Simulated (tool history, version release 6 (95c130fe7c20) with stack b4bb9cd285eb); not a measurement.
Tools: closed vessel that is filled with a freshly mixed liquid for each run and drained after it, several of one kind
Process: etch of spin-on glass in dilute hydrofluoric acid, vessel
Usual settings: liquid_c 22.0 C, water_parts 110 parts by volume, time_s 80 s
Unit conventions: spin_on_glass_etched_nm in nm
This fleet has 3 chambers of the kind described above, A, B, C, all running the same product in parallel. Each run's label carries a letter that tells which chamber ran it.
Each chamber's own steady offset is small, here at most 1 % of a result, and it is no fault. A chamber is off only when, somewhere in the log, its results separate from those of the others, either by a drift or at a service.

run,hour,liquid_c,water_parts,time_s,hours since the thermometer was replaced,hours since the hydrofluoric acid flow meter was replaced,"read-back film thickness of the spin-on glass reference wafer, read on the same gauge (nm)",spin_on_glass_etched_nm
1B,6.7,22.0,110,80,661.4,913.9,69.983,20.893
2C,14.4,22.0,110,80,357.8,1069.2,69.995,20.554
3A,21.0,22.0,110,80,2559.8,548.2,70.012,20.333
# hour 22.5: chamber B: hydrofluoric acid flow meter replaced
4A,28.0,22.0,110,80,2566.8,555.2,70.001,20.461
5C,31.9,22.0,110,80,375.3,1086.7,70.033,20.898
6B,39.7,22.0,110,80,694.4,17.3,70.033,20.567
7B,44.1,22.0,110,80,698.8,21.7,69.983,21.014
8C,49.0,22.0,110,80,392.4,1103.8,69.972,20.742
9A,53.3,25.5,110,120,2592.1,580.5,69.964,35.662
10B,59.2,25.5,110,120,713.9,36.8,70.011,36.002
11C,64.9,25.5,110,120,408.3,1119.7,69.978,35.709
12A,69.5,22.0,110,80,2608.3,596.7,70.002,20.886
13B,73.5,22.0,70,80,728.2,51.1,70.018,34.080
14A,81.0,22.0,70,80,2619.8,608.2,70.029,33.286
15C,85.4,22.0,70,80,428.8,1140.2,69.991,34.281
16C,90.0,22.0,110,80,433.4,1144.8,70.010,20.727
17A,94.2,22.0,110,80,2633.0,621.4,69.981,20.676
18B,99.0,22.0,110,80,753.7,76.6,70.022,20.786
19A,105.5,22.0,110,80,2644.3,632.7,70.015,20.819
20B,113.3,22.0,110,80,768.0,90.9,70.000,20.755
21C,117.6,22.0,110,80,461.0,1172.4,69.995,21.504
22B,125.4,22.0,110,80,780.1,103.0,70.000,21.049
23C,129.7,22.0,110,80,473.1,1184.5,69.988,21.290
24A,136.9,22.0,110,80,2675.7,664.1,69.977,20.740
25C,142.6,22.0,110,80,486.0,1197.4,70.017,21.817
26A,150.4,22.0,110,80,2689.2,677.6,69.972,20.150
27B,155.8,22.0,110,80,810.5,133.4,69.982,20.710
28C,161.0,22.0,110,80,504.4,1215.8,69.983,22.203
29B,167.4,22.0,110,80,822.1,145.0,70.009,20.804
30A,172.3,22.0,110,80,2711.1,699.5,69.988,20.710
31A,177.7,22.0,110,80,2716.5,704.9,69.997,20.467
32C,185.5,22.0,110,80,528.9,1240.3,70.030,22.741

Read the log: is a single chamber off, either drifting away or since a service, is the gauge that measures every chamber drifting, or is nothing wrong beyond small per-chamber offsets? Name any odd chamber and what most likely caused it.

It is chamber C that slowly wanders off from its peers.
What lies behind it: hydrofluoric acid flow above the setpoint (%) = 9.59.
Not necessarily distinguishable in this log from: liquid hotter than its thermometer reads (K).

Here are 4 candidates for chamber C's next run, each the usual settings with a change, their results left as question marks. Which one brings its results back in line with what the others give on the usual settings?
To be in line, a result may differ from the other chambers' mean on the usual settings by at most: spin_on_glass_etched_nm 0.570 nm
33C-1,191.2,24.5,110,80,,,,?
33C-2,191.2,22.0,120,80,,,,?
33C-3,191.2,21.5,130,80,,,,?
33C-4,191.2,27.0,110,80,,,,?

The mean the other chambers reach with the usual settings: spin_on_glass_etched_nm 20.730 nm
run,spin_on_glass_etched_nm
33C-1,25.348
33C-2,20.814
33C-3,18.645
33C-4,27.965
The right change is 33C-2: it brings the chamber back within the allowed miss of the others.
